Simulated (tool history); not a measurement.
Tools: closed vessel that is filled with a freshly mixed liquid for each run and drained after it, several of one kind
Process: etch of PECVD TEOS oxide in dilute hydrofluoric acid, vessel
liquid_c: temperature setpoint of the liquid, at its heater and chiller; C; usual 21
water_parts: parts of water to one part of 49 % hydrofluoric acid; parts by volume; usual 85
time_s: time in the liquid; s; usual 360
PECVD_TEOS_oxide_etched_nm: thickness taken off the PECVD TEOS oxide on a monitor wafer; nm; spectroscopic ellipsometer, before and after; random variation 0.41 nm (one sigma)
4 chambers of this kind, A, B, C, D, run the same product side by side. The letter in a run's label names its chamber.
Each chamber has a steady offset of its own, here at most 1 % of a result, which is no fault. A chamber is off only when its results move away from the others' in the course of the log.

run     day  liquid_c  water_parts  time_s  hours since the thermometer was replaced  hours since the hydrofluoric acid flow meter was replaced  read-back film thickness of the PECVD TEOS oxide reference wafer, read on the same gauge (nm)  PECVD_TEOS_oxide_etched_nm
      0.371  -- chamber A: hydrofluoric acid flow meter replaced
 1C   0.475        21           85     360                                     114.6                                                      528.2                                                                                         69.992                      51.633
 2D   0.908        21           85     360                                       130                                                      496.4                                                                                         70.017                       51.69
 3A   1.488        21           85     360                                     172.3                                                       26.8                                                                                         70.029                      52.306
 4B   2.071        21           85     360                                     125.7                                                     1016.8                                                                                         69.982                      51.842
 5D   2.533        21           85     360                                       169                                                      535.4                                                                                         70.008                       52.27
 6C   2.908        21           85     360                                       173                                                      586.6                                                                                         69.997                      52.377
 7A   3.529        21           85     555                                     221.3                                                       75.8                                                                                          70.01                       80.17
 8B   4.058        21           85     555                                     173.4                                                     1064.5                                                                                          69.98                      80.332
 9C   4.662        21           85     555                                     215.1                                                      628.7                                                                                         69.992                      79.612
10D   5.096        21           85     555                                     230.5                                                      596.9                                                                                         70.009                      80.491
11A   5.712        21           85     360                                     273.7                                                      128.2                                                                                         70.002                      52.166
12B   6.221        21           85     360                                     225.3                                                     1116.4                                                                                         69.992                      51.832
13D   6.496        21           85     360                                     264.1                                                      630.5                                                                                         69.987                      51.965
14A   7.117        21           85     360                                     307.4                                                      161.9                                                                                          70.01                      52.317
15C   7.446        21           85     360                                     281.9                                                      695.5                                                                                         69.995                      52.195
16B   7.825        17           85     360                                     263.8                                                     1154.9                                                                                         69.981                      43.835
17A   8.383        17           85     360                                     337.8                                                      192.3                                                                                         70.021                      43.536
18D   8.862        17           85     360                                     320.9                                                      687.3                                                                                         69.989                      44.399
19C   9.429        17           85     360                                     329.5                                                      743.1                                                                                         69.983                      43.956
20B   9.812        21           85     360                                     311.5                                                     1202.6                                                                                         69.996                      50.599
21D  10.304        21           85     360                                     355.5                                                      721.9                                                                                         70.016                      52.152
     10.462  -- chamber C: hydrofluoric acid flow meter replaced
22A  10.879        21           85     360                                     397.7                                                      252.2                                                                                         69.988                       51.41
23B  11.392        21           85     360                                     349.4                                                     1240.5                                                                                         70.005                      50.301
24C  11.946        21           85     360                                     389.9                                                       35.7                                                                                         69.997                      52.008
25A  12.483        21           85     360                                     436.2                                                      290.7                                                                                         70.003                      50.926
26C  12.933      19.5           85     240                                     413.6                                                       59.4                                                                                         70.033                      32.636
27B  13.308      19.5           85     240                                     395.4                                                     1286.5                                                                                         69.989                      30.379
28D  13.854      19.5           85     240                                     440.7                                                      807.1                                                                                         69.973                      32.737
29D   14.25      19.5           85     240                                     450.2                                                      816.6                                                                                         70.017                      32.745
30A  14.817        21           85     360                                     492.2                                                      346.7                                                                                         70.031                      52.556
31C  15.129        21           85     360                                     466.3                                                      112.1                                                                                         70.026                      51.722
32B  15.533        21           85     360                                     448.8                                                     1339.9                                                                                         70.017                      47.804
33B  16.058      23.5           85     360                                     461.4                                                     1352.5                                                                                             70                      53.121
34D  16.475      23.5           85     360                                     503.6                                                        870                                                                                         70.026                      57.514
35A      17      23.5           85     360                                     544.6                                                      399.1                                                                                             70                      57.867
36C  17.271      23.5           85     360                                     517.7                                                      163.5                                                                                         70.008                      57.654
37C  17.688        21           85     360                                     527.7                                                      173.5                                                                                         70.005                      51.647

Is one chamber off against the others, does the gauge drift, or is nothing wrong? If a chamber is off, say which, and what the likeliest cause is.

Chamber B drifts away from the others.
Cause: hydrofluoric acid flow below the setpoint (%) = 8.74.
The log may not tell that from: liquid colder than its thermometer reads (K).

Here are 4 candidates for chamber B's next run, each the usual settings with a change, their results left as question marks. Which one brings its results back in line with what the others give on the usual settings?
In line means no further than this from the other chambers' mean on the usual settings: PECVD_TEOS_oxide_etched_nm 1.4 nm
38B-1  18.133        21           85     395                                                                                                                                                                                                                               ?
38B-2  18.133      20.5           85     300                                                                                                                                                                                                                               ?
38B-3  18.133        21           70     360                                                                                                                                                                                                                               ?
38B-4  18.133      18.5           85     360                                                                                                                                                                                                                               ?

The other chambers' mean on the usual settings: PECVD_TEOS_oxide_etched_nm 51.979 nm
  run  PECVD_TEOS_oxide_etched_nm
38B-1                      51.768
38B-2                      38.504
38B-3                      58.201
38B-4                      42.478
38B-1 brings the chamber back in line.
